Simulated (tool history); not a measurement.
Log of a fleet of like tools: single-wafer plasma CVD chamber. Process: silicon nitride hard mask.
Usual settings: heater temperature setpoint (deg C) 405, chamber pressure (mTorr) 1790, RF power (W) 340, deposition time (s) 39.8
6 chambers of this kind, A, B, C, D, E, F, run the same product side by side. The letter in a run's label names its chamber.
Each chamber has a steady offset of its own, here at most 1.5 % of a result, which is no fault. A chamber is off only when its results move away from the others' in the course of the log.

| run | hour | heater temperature setpoint (deg C) | chamber pressure (mTorr) | RF power (W) | deposition time (s) | read-back reference wafer on the same gauge, thickness_nm | mean film thickness on the monitor wafer (nm) |
|---|---|---|---|---|---|---|---|
| 1E | 5.0 | 405 | 1790 | 340 | 39.8 | 44.421 | 51.157 |
| 2B | 8.4 | 405 | 1790 | 340 | 39.8 | 44.425 | 50.823 |
| 3A | 13.2 | 405 | 1790 | 340 | 39.8 | 44.352 | 50.682 |
| 4D | 17.5 | 405 | 1790 | 340 | 39.8 | 44.378 | 50.966 |
| 5F | 22.1 | 405 | 1790 | 340 | 39.8 | 44.424 | 51.392 |
| 6C | 27.6 | 405 | 1790 | 340 | 39.8 | 44.456 | 50.542 |
| 7B | 31.2 | 405 | 1790 | 340 | 39.8 | 44.372 | 51.049 |
| 8E | 34.1 | 405 | 1790 | 340 | 39.8 | 44.404 | 51.227 |
| 9A | 38.3 | 405 | 1790 | 340 | 39.8 | 44.408 | 50.987 |
| 10D | 44.2 | 405 | 1790 | 340 | 39.8 | 44.411 | 50.549 |
| 11F | 49.6 | 405 | 1790 | 340 | 39.8 | 44.363 | 51.406 |
| 12C | 53.0 | 405 | 1790 | 340 | 39.8 | 44.424 | 50.877 |
| 13D | 56.6 | 405 | 1790 | 340 | 39.8 | 44.370 | 50.538 |
| 14C | 62.5 | 405 | 1790 | 340 | 39.8 | 44.396 | 50.386 |
| 15F | 65.5 | 405 | 1790 | 340 | 39.8 | 44.438 | 51.416 |
| 16A | 71.9 | 405 | 1790 | 340 | 39.8 | 44.452 | 50.362 |
| 17B | 76.2 | 405 | 1790 | 340 | 39.8 | 44.425 | 50.509 |
| 18E | 79.6 | 405 | 1790 | 340 | 39.8 | 44.421 | 50.804 |
| 19D | 85.3 | 405 | 1790 | 340 | 39.8 | 44.408 | 50.504 |
| 20A | 88.4 | 405 | 1790 | 340 | 39.8 | 44.416 | 50.531 |
| 21E | 92.8 | 405 | 1790 | 340 | 39.8 | 44.416 | 51.245 |
| 22C | 95.8 | 398 | 1790 | 340 | 39.8 | 44.387 | 50.415 |
| 23B | 99.9 | 398 | 1790 | 340 | 39.8 | 44.380 | 51.265 |
|  | 100.3 | chamber B: thermocouple changed; heater temperature recalibrated |
| 24F | 105.9 | 398 | 1790 | 340 | 39.8 | 44.384 | 51.527 |
|  | 108.6 | chamber C: RF generator calibrated |
| 25D | 111.5 | 398 | 1790 | 340 | 39.8 | 44.427 | 50.950 |
| 26E | 117.8 | 398 | 1790 | 340 | 39.8 | 44.451 | 51.134 |
| 27B | 122.5 | 398 | 1790 | 340 | 39.8 | 44.420 | 51.605 |
| 28C | 127.6 | 405 | 1790 | 340 | 39.8 | 44.443 | 50.638 |
|  | 128.8 | chamber D: thermocouple changed; heater temperature recalibrated |
| 29F | 131.9 | 405 | 1790 | 340 | 39.8 | 44.366 | 51.496 |
| 30A | 137.7 | 405 | 1790 | 340 | 39.8 | 44.426 | 49.329 |
| 31D | 142.9 | 405 | 1790 | 340 | 39.8 | 44.395 | 50.269 |
| 32B | 146.4 | 405 | 1460 | 290 | 39.8 | 44.432 | 43.199 |
| 33F | 151.9 | 405 | 1460 | 290 | 39.8 | 44.421 | 43.464 |
|  | 155.4 | chamber B: RF generator calibrated |
| 34A | 158.5 | 405 | 1460 | 290 | 39.8 | 44.401 | 42.149 |
| 35C | 164.6 | 405 | 1460 | 290 | 39.8 | 44.398 | 43.400 |
| 36E | 169.0 | 405 | 1460 | 290 | 39.8 | 44.356 | 43.820 |
| 37A | 173.3 | 405 | 1460 | 290 | 39.8 | 44.393 | 41.532 |
| 38F | 176.9 | 405 | 2220 | 320 | 39.8 | 44.388 | 52.074 |
| 39D | 182.2 | 405 | 2220 | 320 | 39.8 | 44.360 | 51.409 |
| 40B | 185.4 | 405 | 2220 | 320 | 39.8 | 44.388 | 51.666 |
| 41C | 188.4 | 405 | 2220 | 320 | 39.8 | 44.414 | 51.576 |
| 42E | 193.5 | 405 | 2220 | 320 | 39.8 | 44.389 | 52.297 |
| 43F | 198.1 | 405 | 2220 | 320 | 39.8 | 44.358 | 51.813 |

Is one chamber off against the others, does the gauge drift, or is nothing wrong? If a chamber is off, say which, and what the likeliest cause is.

Chamber A drifts away from the others.
Cause: delivered RF power below the setpoint (%) = 7.21.

Here are 4 candidates for chamber A's next run, each the usual settings with a change, their results left as question marks. Which one brings its results back in line with what the others give on the usual settings?
In line means no further than this from the other chambers' mean on the usual settings: mean film thickness on the monitor wafer (nm) 0.830
| 44A-1 | 202.9 | 405 | 1790 | 345 | 41.1 |  | ? |
| 44A-2 | 202.9 | 405 | 1770 | 335 | 38.6 |  | ? |
| 44A-3 | 202.9 | 405 | 1790 | 350 | 39.8 |  | ? |
| 44A-4 | 202.9 | 405 | 1780 | 335 | 39.3 |  | ? |

The other chambers' mean on the usual settings: mean film thickness on the monitor wafer (nm) 50.971
| run | mean film thickness on the monitor wafer (nm) |
|---|---|
| 44A-1 | 50.606 |
| 44A-2 | 46.485 |
| 44A-3 | 49.471 |
| 44A-4 | 47.401 |
44A-1 brings the chamber back in line.
